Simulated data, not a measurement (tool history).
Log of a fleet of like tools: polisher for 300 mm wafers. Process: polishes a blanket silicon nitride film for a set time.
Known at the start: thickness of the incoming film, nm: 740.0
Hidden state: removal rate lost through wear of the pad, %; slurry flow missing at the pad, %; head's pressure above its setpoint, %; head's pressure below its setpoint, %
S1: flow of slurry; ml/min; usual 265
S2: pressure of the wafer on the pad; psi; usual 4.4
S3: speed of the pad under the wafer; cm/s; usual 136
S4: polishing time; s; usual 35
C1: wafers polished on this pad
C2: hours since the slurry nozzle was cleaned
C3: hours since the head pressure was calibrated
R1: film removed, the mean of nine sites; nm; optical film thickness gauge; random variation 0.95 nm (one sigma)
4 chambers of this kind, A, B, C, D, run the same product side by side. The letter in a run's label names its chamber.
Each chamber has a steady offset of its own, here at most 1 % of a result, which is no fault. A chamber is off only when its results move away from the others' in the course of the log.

run 1C day=0.475 | S1=265 S2=4.4 S3=136 S4=35 | C1=385 C2=248.6 C3=174.9 | R1=111.94
-- day=0.775 chamber C: worn pad replaced by a new one
run 2B day=0.825 | S1=265 S2=4.4 S3=136 S4=35 | C1=583 C2=557.3 C3=153.1 | R1=110.19
-- day=1.096 chamber A: worn pad replaced by a new one
run 3A day=1.138 | S1=265 S2=4.4 S3=136 S4=35 | C1=8 C2=231.1 C3=446.8 | R1=111.59
run 4D day=1.746 | S1=265 S2=4.4 S3=136 S4=35 | C1=837 C2=322.9 C3=58.8 | R1=110.91
run 5B day=2.308 | S1=265 S2=4.4 S3=136 S4=35 | C1=869 C2=592.9 C3=188.7 | R1=109.12
run 6C day=2.725 | S1=265 S2=4.4 S3=136 S4=35 | C1=376 C2=302.6 C3=228.9 | R1=110.4
-- day=3.092 chamber C: worn pad replaced by a new one
run 7A day=3.104 | S1=265 S2=4.4 S3=136 S4=35 | C1=387 C2=278.3 C3=494 | R1=110.08
run 8D day=3.438 | S1=265 S2=4.9 S3=136 S4=35 | C1=1163 C2=363.5 C3=99.4 | R1=120.6
-- day=3.646 chamber D: worn pad replaced by a new one
run 9C day=3.983 | S1=265 S2=4.9 S3=136 S4=35 | C1=172 C2=332.8 C3=259.1 | R1=123.17
run 10A day=4.429 | S1=265 S2=4.9 S3=136 S4=35 | C1=643 C2=310.1 C3=525.8 | R1=125.16
-- day=4.533 chamber B: worn pad replaced by a new one
run 11B day=4.8 | S1=265 S2=4.9 S3=136 S4=35 | C1=51 C2=652.7 C3=248.5 | R1=125.76
-- day=4.812 chamber A: head pressure recalibrated
-- day=5.038 chamber A: worn pad replaced by a new one
run 12D day=5.283 | S1=175 S2=4.4 S3=136 S4=35 | C1=316 C2=407.8 C3=143.7 | R1=106
run 13A day=5.654 | S1=175 S2=4.4 S3=136 S4=35 | C1=119 C2=339.5 C3=20.3 | R1=105.94
-- day=5.85 chamber C: worn pad replaced by a new one
run 14D day=6.2 | S1=175 S2=4.4 S3=136 S4=35 | C1=493 C2=429.8 C3=165.7 | R1=104.6
-- day=6.617 chamber A: slurry nozzle cleaned
run 15B day=6.746 | S1=175 S2=4.4 S3=136 S4=35 | C1=427 C2=699.4 C3=295.2 | R1=109.14
run 16C day=7.329 | S1=265 S2=4.4 S3=136 S4=35 | C1=285 C2=413.1 C3=339.4 | R1=110.64
run 17C day=7.692 | S1=265 S2=4.4 S3=136 S4=35 | C1=355 C2=421.8 C3=348.1 | R1=110.2
-- day=7.979 chamber C: slurry nozzle cleaned
run 18A day=8.175 | S1=265 S2=4.4 S3=136 S4=35 | C1=605 C2=37.5 C3=80.8 | R1=110.7
run 19B day=8.75 | S1=265 S2=4.4 S3=136 S4=35 | C1=813 C2=747.5 C3=343.3 | R1=116.53
-- day=8.846 chamber C: worn pad replaced by a new one
-- day=8.896 chamber D: worn pad replaced by a new one
-- day=9.029 chamber A: worn pad replaced by a new one
run 20D day=9.058 | S1=265 S2=4.4 S3=136 S4=35 | C1=31 C2=498.4 C3=234.3 | R1=109.94
run 21C day=9.654 | S1=265 S2=4.4 S3=136 S4=35 | C1=156 C2=40.2 C3=395.2 | R1=111.11
run 22A day=9.971 | S1=265 S2=5.6 S3=136 S4=35 | C1=182 C2=80.6 C3=123.9 | R1=142.29
-- day=10.283 chamber B: slurry nozzle cleaned
run 23B day=10.3 | S1=265 S2=5.6 S3=136 S4=35 | C1=1112 C2=0.4 C3=380.5 | R1=149.12
run 24D day=10.629 | S1=265 S2=5.6 S3=136 S4=35 | C1=334 C2=536.1 C3=272 | R1=141.57
run 25B day=11.108 | S1=265 S2=5.6 S3=136 S4=35 | C1=1268 C2=19.8 C3=399.9 | R1=150.96
run 26D day=11.683 | S1=265 S2=4.4 S3=136 S4=29 | C1=538 C2=561.4 C3=297.3 | R1=91.88
run 27A day=12.246 | S1=265 S2=4.4 S3=136 S4=29 | C1=621 C2=135.2 C3=178.5 | R1=93.021

What goes on in this fleet: one chamber off, a drifting gauge, or nothing beyond the chambers' own small offsets? Name the chamber and the cause, if any.

Chamber B drifts away from the others.
Cause: head's pressure above its setpoint, % = 9.15.

Here are 4 candidates for chamber B's next run, each the usual settings with a change, their results left as question marks. Which one brings its results back in line with what the others give on the usual settings?
In line means no further than this from the other chambers' mean on the usual settings: R1 3.3 nm
run 28B-1 day=12.692 | S1=265 S2=4.4 S3=128 S4=32 | R1=?
run 28B-2 day=12.692 | S1=265 S2=4.4 S3=122 S4=35 | R1=?
run 28B-3 day=12.692 | S1=265 S2=4.6 S3=142 S4=37 | R1=?
run 28B-4 day=12.692 | S1=265 S2=4.5 S3=140 S4=36 | R1=?

The other chambers' mean on the usual settings: R1 110.78 nm
run=28B-1 R1=104.68
run=28B-2 R1=110.23
run=28B-3 R1=137.26
run=28B-4 R1=129.23
28B-2 brings the chamber back in line.
